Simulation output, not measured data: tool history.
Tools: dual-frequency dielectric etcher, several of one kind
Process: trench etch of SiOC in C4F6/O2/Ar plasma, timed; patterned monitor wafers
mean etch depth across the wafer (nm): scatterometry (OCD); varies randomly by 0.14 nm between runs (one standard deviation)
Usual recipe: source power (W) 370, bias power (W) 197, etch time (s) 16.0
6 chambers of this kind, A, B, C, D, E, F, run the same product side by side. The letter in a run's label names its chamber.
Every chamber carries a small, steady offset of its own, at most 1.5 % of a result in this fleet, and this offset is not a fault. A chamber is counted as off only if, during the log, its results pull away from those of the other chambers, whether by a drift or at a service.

run,hour,source power (W),bias power (W),etch time (s),hours since the last wet clean,hours since the last source power generator calibration,hours since the last bias power generator calibration,"read-back reference wafer on the same gauge, depth_nm",mean etch depth across the wafer (nm)
1A,4.9,370,197,16.0,246.7,2897.3,1789.4,36.555,33.264
# hour 7.7: chamber A: bias power generator calibrated
2E,11.5,370,197,16.0,226.0,1657.1,1487.3,36.574,33.516
3B,15.3,370,197,16.0,58.6,1990.1,1677.4,36.605,32.936
4C,21.1,370,197,16.0,385.8,3318.7,2318.4,36.581,32.871
5D,26.4,370,197,16.0,213.2,2653.8,834.7,36.596,33.092
6F,30.4,370,197,16.0,460.2,2607.8,2128.0,36.588,32.820
7B,36.9,370,243,20.5,80.2,2011.7,1699.0,36.608,45.669
8C,40.2,370,243,20.5,404.9,3337.8,2337.5,36.632,44.833
9E,43.7,370,243,20.5,258.2,1689.3,1519.5,36.596,45.972
10F,49.7,370,243,20.5,479.5,2627.1,2147.3,36.623,45.551
11A,55.5,370,243,20.5,297.3,2947.9,47.8,36.592,45.707
12D,59.4,370,243,20.5,246.2,2686.8,867.7,36.633,45.537
13D,66.7,370,197,16.0,253.5,2694.1,875.0,36.604,33.364
14E,70.5,370,197,16.0,285.0,1716.1,1546.3,36.612,33.322
15F,74.2,370,197,16.0,504.0,2651.6,2171.8,36.612,32.908
# hour 77.6: chamber C: wet clean of the chamber
16A,78.7,370,197,16.0,320.5,2971.1,71.0,36.556,33.422
17B,85.2,370,197,16.0,128.5,2060.0,1747.3,36.561,33.165
18C,90.1,370,197,16.0,12.6,3387.7,2387.4,36.579,32.559
19B,95.7,370,197,19.0,139.0,2070.5,1757.8,36.586,39.486
20E,98.9,370,197,19.0,313.4,1744.5,1574.7,36.561,39.514
21F,103.2,370,197,19.0,533.0,2680.6,2200.8,36.635,39.061
# hour 109.8: chamber A: wet clean of the chamber
22C,109.9,370,197,19.0,32.4,3407.5,2407.2,36.573,38.991
23A,116.2,370,197,19.0,6.5,3008.6,108.5,36.594,41.075
24D,121.3,370,197,19.0,308.1,2748.7,929.6,36.583,39.451
25B,127.7,370,197,16.0,171.0,2102.5,1789.8,36.572,33.288
# hour 131.1: chamber F: wet clean of the chamber
26C,132.2,370,197,16.0,54.7,3429.8,2429.5,36.604,32.674
27D,137.0,370,197,16.0,323.8,2764.4,945.3,36.604,33.378
28F,143.4,320,197,16.0,12.3,2720.8,2241.0,36.647,30.992
29A,148.9,320,197,16.0,39.2,3041.3,141.2,36.591,32.794
30E,154.1,320,197,16.0,368.6,1799.7,1629.9,36.601,31.299
31A,158.6,320,197,16.0,48.9,3051.0,150.9,36.558,32.664
32F,162.2,320,197,16.0,31.1,2739.6,2259.8,36.588,31.059
33B,167.1,320,197,16.0,210.4,2141.9,1829.2,36.603,31.571
34D,172.2,370,197,16.0,359.0,2799.6,980.5,36.624,33.059
35E,177.9,450,197,12.0,392.4,1823.5,1653.7,36.617,26.907
36C,182.8,450,197,12.0,105.3,3480.4,2480.1,36.609,26.615
37B,186.3,450,197,12.0,229.6,2161.1,1848.4,36.589,26.777
38E,191.2,450,197,12.0,405.7,1836.8,1667.0,36.591,27.098
39C,195.9,450,197,12.0,118.4,3493.5,2493.2,36.576,26.501
40D,199.8,450,197,12.0,386.6,2827.2,1008.1,36.586,26.986
41F,203.0,370,197,16.0,71.9,2780.4,2300.6,36.619,32.818
42A,208.3,370,197,16.0,98.6,3100.7,200.6,36.598,34.716

What goes on in this fleet: one chamber off, a drifting gauge, or nothing beyond the chambers' own small offsets? Name the chamber and the cause, if any.

A service left chamber A off against the others.
Likeliest cause: etch rate over this chamber's usual, % = 3.89.

Chamber A could run next with any of the 4 candidate recipes listed below; each alters the usual settings, and their results appear as question marks. Which one brings its results back in line with what the other chambers deliver on the usual settings?
Allowed miss from the other chambers' usual-settings mean, per result, to count as in line: mean etch depth across the wafer (nm) 0.480
43A-1,213.6,350,186,16.0,,,,,?
43A-2,213.6,360,193,16.0,,,,,?
43A-3,213.6,390,208,16.0,,,,,?
43A-4,213.6,390,197,16.0,,,,,?

Other chambers, usual settings, mean: mean etch depth across the wafer (nm) 33.098
run,mean etch depth across the wafer (nm)
43A-1,33.218
43A-2,33.984
43A-3,35.910
43A-4,35.279
With 43A-1, the chamber falls back in line with the rest.
